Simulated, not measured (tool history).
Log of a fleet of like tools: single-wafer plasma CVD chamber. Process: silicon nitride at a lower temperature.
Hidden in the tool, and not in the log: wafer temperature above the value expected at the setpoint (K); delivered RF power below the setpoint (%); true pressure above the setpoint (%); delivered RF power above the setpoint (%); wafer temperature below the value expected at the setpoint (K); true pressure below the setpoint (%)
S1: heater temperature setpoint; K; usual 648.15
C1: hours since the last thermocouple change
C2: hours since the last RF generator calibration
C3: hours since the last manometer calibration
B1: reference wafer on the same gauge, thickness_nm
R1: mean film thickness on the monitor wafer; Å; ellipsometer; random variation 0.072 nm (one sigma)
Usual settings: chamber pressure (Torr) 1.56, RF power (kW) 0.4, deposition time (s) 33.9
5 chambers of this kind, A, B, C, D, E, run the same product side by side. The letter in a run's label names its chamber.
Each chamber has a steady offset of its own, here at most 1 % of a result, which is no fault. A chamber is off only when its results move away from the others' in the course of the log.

run 1C hour=13.9 | S1=648.15 chamber_pressure_(Torr)=1.56 RF_power_(kW)=0.4 deposition_time_(s)=33.9 | C1=758.6 C2=1092 C3=2375.8 | B1=38.694 | R1=470.57
run 2D hour=27.8 | S1=648.15 chamber_pressure_(Torr)=1.56 RF_power_(kW)=0.4 deposition_time_(s)=33.9 | C1=116.8 C2=307.1 C3=479 | B1=38.662 | R1=472.24
run 3A hour=36.7 | S1=648.15 chamber_pressure_(Torr)=1.56 RF_power_(kW)=0.4 deposition_time_(s)=33.9 | C1=44.5 C2=708.5 C3=1603.2 | B1=38.668 | R1=466.95
run 4B hour=46.9 | S1=648.15 chamber_pressure_(Torr)=1.56 RF_power_(kW)=0.4 deposition_time_(s)=33.9 | C1=151.4 C2=484.1 C3=1255.2 | B1=38.685 | R1=470.68
run 5E hour=54.6 | S1=648.15 chamber_pressure_(Torr)=1.56 RF_power_(kW)=0.4 deposition_time_(s)=33.9 | C1=2225.4 C2=653.9 C3=1221 | B1=38.658 | R1=474.8
run 6D hour=65.8 | S1=648.15 chamber_pressure_(Torr)=1.56 RF_power_(kW)=0.4 deposition_time_(s)=33.9 | C1=154.8 C2=345.1 C3=517 | B1=38.643 | R1=471.22
run 7E hour=72.3 | S1=648.15 chamber_pressure_(Torr)=1.56 RF_power_(kW)=0.4 deposition_time_(s)=33.9 | C1=2243.1 C2=671.6 C3=1238.7 | B1=38.645 | R1=474.91
run 8A hour=84.3 | S1=648.15 chamber_pressure_(Torr)=1.56 RF_power_(kW)=0.46 deposition_time_(s)=33.9 | C1=92.1 C2=756.1 C3=1650.8 | B1=38.636 | R1=509.11
run 9C hour=93 | S1=648.15 chamber_pressure_(Torr)=1.56 RF_power_(kW)=0.46 deposition_time_(s)=33.9 | C1=837.7 C2=1171.1 C3=2454.9 | B1=38.631 | R1=510.76
run 10B hour=102.3 | S1=648.15 chamber_pressure_(Torr)=1.56 RF_power_(kW)=0.46 deposition_time_(s)=33.9 | C1=206.8 C2=539.5 C3=1310.6 | B1=38.625 | R1=512.93
run 11C hour=109.9 | S1=648.15 chamber_pressure_(Torr)=1.56 RF_power_(kW)=0.46 deposition_time_(s)=33.9 | C1=854.6 C2=1188 C3=2471.8 | B1=38.63 | R1=509.98
run 12E hour=122.6 | S1=648.15 chamber_pressure_(Torr)=1.56 RF_power_(kW)=0.46 deposition_time_(s)=33.9 | C1=2293.4 C2=721.9 C3=1289 | B1=38.632 | R1=516.2
run 13A hour=134.3 | S1=656.15 chamber_pressure_(Torr)=1.56 RF_power_(kW)=0.37 deposition_time_(s)=33.9 | C1=142.1 C2=806.1 C3=1700.8 | B1=38.604 | R1=443.13
run 14B hour=142.3 | S1=656.15 chamber_pressure_(Torr)=1.56 RF_power_(kW)=0.37 deposition_time_(s)=33.9 | C1=246.8 C2=579.5 C3=1350.6 | B1=38.616 | R1=446.38
run 15D hour=149.1 | S1=656.15 chamber_pressure_(Torr)=1.56 RF_power_(kW)=0.37 deposition_time_(s)=33.9 | C1=238.1 C2=428.4 C3=600.3 | B1=38.603 | R1=447.79
run 16A hour=158.6 | S1=656.15 chamber_pressure_(Torr)=1.56 RF_power_(kW)=0.37 deposition_time_(s)=33.9 | C1=166.4 C2=830.4 C3=1725.1 | B1=38.591 | R1=442.5
run 17C hour=168 | S1=656.15 chamber_pressure_(Torr)=1.56 RF_power_(kW)=0.37 deposition_time_(s)=33.9 | C1=912.7 C2=1246.1 C3=2529.9 | B1=38.585 | R1=446.51
-- hour=172.4 chamber C: RF generator calibrated
run 18D hour=175.2 | S1=648.15 chamber_pressure_(Torr)=1.56 RF_power_(kW)=0.4 deposition_time_(s)=33.9 | C1=264.2 C2=454.5 C3=626.4 | B1=38.575 | R1=470.6
run 19B hour=188.9 | S1=648.15 chamber_pressure_(Torr)=1.56 RF_power_(kW)=0.4 deposition_time_(s)=33.9 | C1=293.4 C2=626.1 C3=1397.2 | B1=38.576 | R1=469.75
run 20E hour=198.2 | S1=661.15 chamber_pressure_(Torr)=1.56 RF_power_(kW)=0.33 deposition_time_(s)=33.9 | C1=2369 C2=797.5 C3=1364.6 | B1=38.555 | R1=416.52
run 21B hour=209.6 | S1=661.15 chamber_pressure_(Torr)=1.56 RF_power_(kW)=0.33 deposition_time_(s)=33.9 | C1=314.1 C2=646.8 C3=1417.9 | B1=38.541 | R1=412.64
run 22E hour=220.7 | S1=661.15 chamber_pressure_(Torr)=1.56 RF_power_(kW)=0.33 deposition_time_(s)=33.9 | C1=2391.5 C2=820 C3=1387.1 | B1=38.539 | R1=416.59
run 23C hour=230.6 | S1=661.15 chamber_pressure_(Torr)=1.56 RF_power_(kW)=0.33 deposition_time_(s)=33.9 | C1=975.3 C2=58.2 C3=2592.5 | B1=38.547 | R1=414.29
run 24A hour=241.7 | S1=661.15 chamber_pressure_(Torr)=1.56 RF_power_(kW)=0.33 deposition_time_(s)=33.9 | C1=249.5 C2=913.5 C3=1808.2 | B1=38.536 | R1=410.15
run 25D hour=253.9 | S1=637.15 chamber_pressure_(Torr)=1.56 RF_power_(kW)=0.4 deposition_time_(s)=33.9 | C1=342.9 C2=533.2 C3=705.1 | B1=38.515 | R1=472.07
run 26A hour=263.5 | S1=637.15 chamber_pressure_(Torr)=1.56 RF_power_(kW)=0.4 deposition_time_(s)=33.9 | C1=271.3 C2=935.3 C3=1830 | B1=38.506 | R1=467.35
run 27C hour=271.7 | S1=637.15 chamber_pressure_(Torr)=1.56 RF_power_(kW)=0.4 deposition_time_(s)=33.9 | C1=1016.4 C2=99.3 C3=2633.6 | B1=38.511 | R1=470.89
-- hour=282.2 chamber E: capacitance manometer re-zeroed and calibrated
run 28D hour=285.5 | S1=637.15 chamber_pressure_(Torr)=1.56 RF_power_(kW)=0.4 deposition_time_(s)=33.9 | C1=374.5 C2=564.8 C3=736.7 | B1=38.49 | R1=472.88
run 29E hour=294.9 | S1=637.15 chamber_pressure_(Torr)=1.56 RF_power_(kW)=0.4 deposition_time_(s)=33.9 | C1=2465.7 C2=894.2 C3=12.8 | B1=38.481 | R1=475.88
run 30B hour=306.3 | S1=648.15 chamber_pressure_(Torr)=1.56 RF_power_(kW)=0.4 deposition_time_(s)=33.9 | C1=410.8 C2=743.5 C3=1514.6 | B1=38.482 | R1=469.67
-- hour=308.8 chamber C: capacitance manometer re-zeroed and calibrated
run 31B hour=319.2 | S1=648.15 chamber_pressure_(Torr)=1.56 RF_power_(kW)=0.4 deposition_time_(s)=33.9 | C1=423.7 C2=756.4 C3=1527.5 | B1=38.461 | R1=468.51
run 32C hour=325.5 | S1=648.15 chamber_pressure_(Torr)=1.56 RF_power_(kW)=0.4 deposition_time_(s)=33.9 | C1=1070.2 C2=153.1 C3=16.8 | B1=38.462 | R1=467.29

Next, every chamber runs the same settings. What will each give?
run 33A hour=335.7 | S1=648.15 chamber_pressure_(Torr)=1.56 RF_power_(kW)=0.46 deposition_time_(s)=33.9 | R1=?
run 33B hour=335.7 | S1=648.15 chamber_pressure_(Torr)=1.56 RF_power_(kW)=0.46 deposition_time_(s)=33.9 | R1=?
run 33C hour=335.7 | S1=648.15 chamber_pressure_(Torr)=1.56 RF_power_(kW)=0.46 deposition_time_(s)=33.9 | R1=?
run 33D hour=335.7 | S1=648.15 chamber_pressure_(Torr)=1.56 RF_power_(kW)=0.46 deposition_time_(s)=33.9 | R1=?
run 33E hour=335.7 | S1=648.15 chamber_pressure_(Torr)=1.56 RF_power_(kW)=0.46 deposition_time_(s)=33.9 | R1=?

run=33A R1=506.14
run=33B R1=509.68
run=33C R1=509.06
run=33D R1=511.11
run=33E R1=512.91
